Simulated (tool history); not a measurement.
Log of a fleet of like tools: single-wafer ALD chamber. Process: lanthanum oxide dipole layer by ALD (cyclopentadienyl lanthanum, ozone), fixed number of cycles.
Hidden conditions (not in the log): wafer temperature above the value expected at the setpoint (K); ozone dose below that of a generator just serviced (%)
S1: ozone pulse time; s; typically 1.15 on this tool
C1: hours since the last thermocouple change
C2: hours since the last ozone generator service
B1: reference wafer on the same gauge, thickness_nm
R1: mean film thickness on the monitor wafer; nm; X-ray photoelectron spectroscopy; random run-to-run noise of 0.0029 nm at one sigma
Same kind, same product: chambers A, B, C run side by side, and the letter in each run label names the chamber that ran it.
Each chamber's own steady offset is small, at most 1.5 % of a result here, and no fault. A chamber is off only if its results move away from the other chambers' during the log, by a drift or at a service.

run	hour	S1	C1	C2	B1	R1
1B	5.0	1.15	404.8	377.4	0.56002	0.52173
2C	16.1	1.15	586.8	1154.6	0.55993	0.51471
3A	24.6	1.15	1597.5	389.2	0.55976	0.52927
4B	30.3	1.15	430.1	402.7	0.55996	0.52129
5C	39.7	1.15	610.4	1178.2	0.56018	0.52201
6A	48.5	1.15	1621.4	413.1	0.55975	0.52262
7C	55.4	1.37	626.1	1193.9	0.56036	0.54066
8A	66.9	1.37	1639.8	431.5	0.55993	0.54418
# hour 69.2: chamber A: thermocouple changed; heater temperature recalibrated
9B	75.4	1.37	475.2	447.8	0.56102	0.54411
10C	87.0	0.72	657.7	1225.5	0.56068	0.43808
11A	92.3	0.72	23.2	456.9	0.56055	0.43437
12B	100.9	0.72	500.7	473.3	0.55965	0.44347
13B	107.4	1.15	507.2	479.8	0.56000	0.52020
14A	114.4	0.90	45.3	479.0	0.55999	0.47823
15C	122.2	0.90	692.9	1260.7	0.55944	0.48357
16C	132.5	0.90	703.2	1271.0	0.55996	0.48121
17A	139.0	1.15	69.9	503.6	0.55960	0.51113
18B	149.6	1.15	549.4	522.0	0.55976	0.52049
19B	160.7	1.15	560.5	533.1	0.55969	0.52020
20A	166.8	1.15	97.7	531.4	0.55941	0.51255
21C	174.2	1.15	744.9	1312.7	0.56004	0.51794
22C	180.9	1.15	751.6	1319.4	0.55941	0.51932
23B	186.0	1.15	585.8	558.4	0.56033	0.52316
24A	192.4	1.15	123.3	557.0	0.56050	0.51212
25C	201.2	1.15	771.9	1339.7	0.56049	0.52457
26B	212.6	1.15	612.4	585.0	0.55995	0.52165
27A	220.4	1.15	151.3	585.0	0.55993	0.50079
# hour 221.7: chamber C: ozone generator serviced
28A	230.6	1.15	161.5	595.2	0.55980	0.50405
29C	240.3	0.72	811.0	18.6	0.55915	0.43829
30B	249.3	0.72	649.1	621.7	0.55970	0.44586
31A	255.9	0.72	186.8	620.5	0.56036	0.40888
32B	264.9	1.15	664.7	637.3	0.55967	0.52028
33C	273.1	1.15	843.8	51.4	0.55997	0.51971

What goes on in this fleet: one chamber off, a drifting gauge, or nothing beyond the chambers' own small offsets? Name the chamber and the cause, if any.

One chamber, A, drifts off from the rest bit by bit.
Most likely cause: ozone dose below that of a generator just serviced (%) = 17.2.

Which of the 4 candidates below, each the usual settings with something changed and its results left as question marks, puts chamber A back in line with what the other chambers give on the usual settings?
Allowed miss from the other chambers' usual-settings mean, per result, to count as in line: R1 0.01000 nm
34A-1	281.4	0.90				?
34A-2	281.4	1.56				?
34A-3	281.4	1.29				?
34A-4	281.4	1.01				?

On the usual settings, the other chambers give on average: R1 0.51930 nm
run	R1
34A-1	0.45206
34A-2	0.54114
34A-3	0.51592
34A-4	0.47446
The right change is 34A-3: it brings the chamber back within the allowed miss of the others.
